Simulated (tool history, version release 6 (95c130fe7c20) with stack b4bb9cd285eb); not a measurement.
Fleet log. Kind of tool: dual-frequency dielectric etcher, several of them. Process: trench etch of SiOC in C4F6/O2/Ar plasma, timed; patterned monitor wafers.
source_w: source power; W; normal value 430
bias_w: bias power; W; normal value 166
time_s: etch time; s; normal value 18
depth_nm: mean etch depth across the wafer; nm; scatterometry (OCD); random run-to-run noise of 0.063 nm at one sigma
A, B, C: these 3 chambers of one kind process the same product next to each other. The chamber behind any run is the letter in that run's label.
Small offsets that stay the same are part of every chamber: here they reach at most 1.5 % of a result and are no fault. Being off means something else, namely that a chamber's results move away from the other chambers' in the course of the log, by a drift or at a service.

| run | hour | source_w | bias_w | time_s | read-back reference wafer on the same gauge, depth_nm | depth_nm |
|---|---|---|---|---|---|---|
| 1C | 5.1 | 430 | 166 | 18 | 41.413 | 37.051 |
| 2B | 8.6 | 430 | 166 | 18 | 41.422 | 37.586 |
| 3A | 12.4 | 430 | 166 | 18 | 41.446 | 37.392 |
| 4C | 15 | 430 | 166 | 18 | 41.443 | 37.168 |
| 5A | 19.8 | 380 | 166 | 16 | 41.467 | 31.654 |
| 6B | 23.1 | 380 | 166 | 16 | 41.455 | 31.909 |
| 7A | 28.7 | 380 | 166 | 16 | 41.489 | 31.568 |
| 8B | 31.5 | 430 | 166 | 18 | 41.494 | 37.672 |
| 9C | 35.3 | 430 | 201 | 16 | 41.504 | 35.144 |
| 10C | 38 | 430 | 201 | 16 | 41.506 | 35.131 |
| 11B | 43.3 | 430 | 201 | 16 | 41.528 | 35.482 |
| 12A | 48.8 | 430 | 166 | 18 | 41.562 | 37.393 |
| 13A | 51.9 | 430 | 166 | 18 | 41.547 | 37.457 |
| 14B | 56.7 | 430 | 166 | 18 | 41.55 | 37.731 |
| 15C | 61 | 430 | 166 | 18 | 41.594 | 37.334 |
| 16C | 66.8 | 480 | 152 | 18 | 41.591 | 37.885 |
| 17B | 70.6 | 480 | 152 | 18 | 41.598 | 38.274 |
| 18A | 76 | 480 | 152 | 18 | 41.612 | 38.121 |
| 19A | 79.8 | 430 | 166 | 18 | 41.633 | 37.625 |
| 20B | 83.9 | 430 | 166 | 18 | 41.641 | 37.724 |
| 21C | 87.4 | 430 | 166 | 18 | 41.648 | 37.379 |
| 22C | 90.7 | 430 | 166 | 18 | 41.646 | 37.372 |
| 23A | 96.5 | 430 | 166 | 18 | 41.687 | 37.503 |

Is one chamber out of step, is the gauge drifting, or do the chambers differ by no more than their own small offsets? For an off chamber, give its letter and the likeliest cause.

None of the chambers is off. What moves is the gauge, dragging all their readings along together.
What lies behind it: gauge reads high (%) = 0.7.

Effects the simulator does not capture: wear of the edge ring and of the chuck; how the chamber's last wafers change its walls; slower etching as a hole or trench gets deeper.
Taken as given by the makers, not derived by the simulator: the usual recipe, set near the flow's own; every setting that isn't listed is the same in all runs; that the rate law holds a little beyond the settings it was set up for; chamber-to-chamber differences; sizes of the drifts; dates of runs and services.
